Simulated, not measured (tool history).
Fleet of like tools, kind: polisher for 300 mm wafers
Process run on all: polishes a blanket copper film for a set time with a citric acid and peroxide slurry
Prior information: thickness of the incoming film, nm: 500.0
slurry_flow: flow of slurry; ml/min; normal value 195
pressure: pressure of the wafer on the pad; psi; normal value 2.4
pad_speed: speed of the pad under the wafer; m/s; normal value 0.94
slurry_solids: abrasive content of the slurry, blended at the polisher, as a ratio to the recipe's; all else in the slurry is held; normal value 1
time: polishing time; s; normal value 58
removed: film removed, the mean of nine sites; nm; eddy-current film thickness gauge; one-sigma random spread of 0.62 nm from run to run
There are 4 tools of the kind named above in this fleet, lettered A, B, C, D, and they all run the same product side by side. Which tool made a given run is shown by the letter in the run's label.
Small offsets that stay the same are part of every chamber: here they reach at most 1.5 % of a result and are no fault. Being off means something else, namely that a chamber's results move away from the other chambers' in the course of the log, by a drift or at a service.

| run | day | slurry_flow | pressure | pad_speed | slurry_solids | time | removed |
|---|---|---|---|---|---|---|---|
| 1B | 0.121 | 195 | 2.4 | 0.94 | 1 | 58 | 94.732 |
|  | 0.15 | chamber B: worn pad replaced by a new one |
| 2C | 0.221 | 195 | 2.4 | 0.94 | 1 | 58 | 94.34 |
|  | 0.279 | chamber B: head pressure recalibrated |
| 3A | 0.342 | 195 | 2.4 | 0.94 | 1 | 58 | 94.939 |
| 4D | 0.512 | 195 | 2.4 | 0.94 | 1 | 58 | 96.105 |
| 5C | 0.654 | 195 | 2.4 | 0.94 | 0.8 | 58 | 89.854 |
| 6D | 0.854 | 195 | 2.4 | 0.94 | 0.8 | 58 | 90.533 |
| 7B | 1.062 | 195 | 2.4 | 0.94 | 0.8 | 58 | 90.056 |
| 8A | 1.246 | 195 | 2.4 | 0.94 | 0.8 | 58 | 91.13 |
| 9B | 1.379 | 140 | 2.4 | 0.94 | 1 | 58 | 89.733 |
| 10C | 1.508 | 140 | 2.4 | 0.94 | 1 | 58 | 88.094 |
| 11D | 1.7 | 140 | 2.4 | 0.94 | 1 | 58 | 90.341 |
| 12A | 1.862 | 140 | 2.4 | 0.94 | 1 | 58 | 90.016 |
| 13D | 1.988 | 195 | 2.4 | 0.94 | 1 | 58 | 96.412 |
| 14B | 2.192 | 195 | 2.4 | 0.94 | 1 | 58 | 94.665 |
| 15A | 2.375 | 195 | 2.4 | 0.94 | 1 | 58 | 94.614 |
|  | 2.479 | chamber C: worn pad replaced by a new one |
| 16C | 2.496 | 230 | 2.4 | 0.94 | 1 | 42 | 69.726 |
| 17C | 2.621 | 230 | 2.4 | 0.94 | 1 | 42 | 69.283 |
| 18D | 2.762 | 230 | 2.4 | 0.94 | 1 | 42 | 71.237 |
|  | 2.804 | chamber B: worn pad replaced by a new one |
| 19B | 2.929 | 230 | 2.4 | 0.94 | 1 | 42 | 69.379 |
| 20A | 3.079 | 195 | 2.4 | 0.8 | 1 | 58 | 81.559 |
|  | 3.121 | chamber D: head pressure recalibrated |
| 21A | 3.229 | 195 | 2.4 | 0.8 | 1 | 58 | 82.305 |
| 22B | 3.421 | 195 | 2.4 | 0.8 | 1 | 58 | 81.305 |
| 23D | 3.542 | 195 | 2.4 | 0.8 | 1 | 58 | 82.909 |
|  | 3.612 | chamber A: slurry nozzle cleaned |
| 24C | 3.638 | 195 | 2.4 | 0.94 | 1 | 58 | 93.915 |
| 25C | 3.792 | 195 | 2.4 | 0.94 | 1 | 58 | 94.529 |
|  | 3.888 | chamber A: worn pad replaced by a new one |
| 26B | 3.954 | 195 | 2.4 | 0.94 | 1 | 58 | 94.231 |
|  | 4.162 | chamber B: slurry blender recalibrated |
| 27D | 4.167 | 195 | 2.4 | 0.94 | 1 | 58 | 96.31 |
|  | 4.221 | chamber A: slurry blender recalibrated |
| 28A | 4.279 | 195 | 2.4 | 0.94 | 1 | 58 | 96.827 |
| 29D | 4.488 | 195 | 2.4 | 0.94 | 1 | 58 | 95.098 |
| 30A | 4.608 | 195 | 2.4 | 0.94 | 1 | 58 | 96.203 |
| 31C | 4.817 | 195 | 2.4 | 0.94 | 1 | 58 | 93.83 |
| 32B | 4.921 | 195 | 2.4 | 0.94 | 1 | 58 | 93.699 |
| 33C | 5.083 | 195 | 2.4 | 0.94 | 1 | 58 | 93.62 |
|  | 5.221 | chamber D: worn pad replaced by a new one |
| 34D | 5.233 | 195 | 2.4 | 0.8 | 1 | 49 | 69.197 |
| 35B | 5.379 | 195 | 2.4 | 0.8 | 1 | 49 | 67.624 |
| 36A | 5.55 | 195 | 2.4 | 0.8 | 1 | 49 | 71.361 |
| 37A | 5.7 | 195 | 2.4 | 0.8 | 1 | 49 | 71.694 |
|  | 5.721 | chamber C: worn pad replaced by a new one |
|  | 5.796 | chamber C: slurry blender recalibrated |
| 38D | 5.883 | 195 | 2.4 | 0.94 | 1 | 58 | 96.375 |
| 39C | 6.092 | 195 | 2.4 | 0.94 | 1 | 58 | 94.526 |
|  | 6.15 | chamber B: worn pad replaced by a new one |
| 40B | 6.288 | 195 | 2.4 | 0.94 | 1 | 58 | 95.023 |
| 41D | 6.388 | 195 | 2.4 | 0.94 | 1 | 58 | 96.162 |
| 42B | 6.6 | 195 | 2.4 | 0.94 | 1 | 58 | 93.922 |

Read the log: is a single chamber off, either drifting away or since a service, is the gauge that measures every chamber drifting, or is nothing wrong beyond small per-chamber offsets? Name any odd chamber and what most likely caused it.

It is chamber A that slowly wanders off from its peers.
Cause: head's pressure above its setpoint, % = 5.64.

Below are 4 candidate recipes for chamber A's next run, each the usual settings with a change, their results shown as question marks. Which of them brings A's results back in line with what the other chambers give on the usual settings?
Allowed miss from the other chambers' usual-settings mean, per result, to count as in line: removed 2.2 nm
| 43A-1 | 6.762 | 195 | 2.4 | 0.96 | 1 | 58 | ? |
| 43A-2 | 6.762 | 195 | 2.4 | 0.94 | 1 | 57 | ? |
| 43A-3 | 6.762 | 195 | 2.5 | 0.96 | 1 | 58 | ? |
| 43A-4 | 6.762 | 195 | 2.3 | 0.94 | 1 | 57 | ? |

What the other chambers average on the usual settings: removed 94.91 nm
| run | removed |
|---|---|
| 43A-1 | 101.69 |
| 43A-2 | 97.921 |
| 43A-3 | 105.8 |
| 43A-4 | 93.96 |
With 43A-4, the chamber falls back in line with the rest.

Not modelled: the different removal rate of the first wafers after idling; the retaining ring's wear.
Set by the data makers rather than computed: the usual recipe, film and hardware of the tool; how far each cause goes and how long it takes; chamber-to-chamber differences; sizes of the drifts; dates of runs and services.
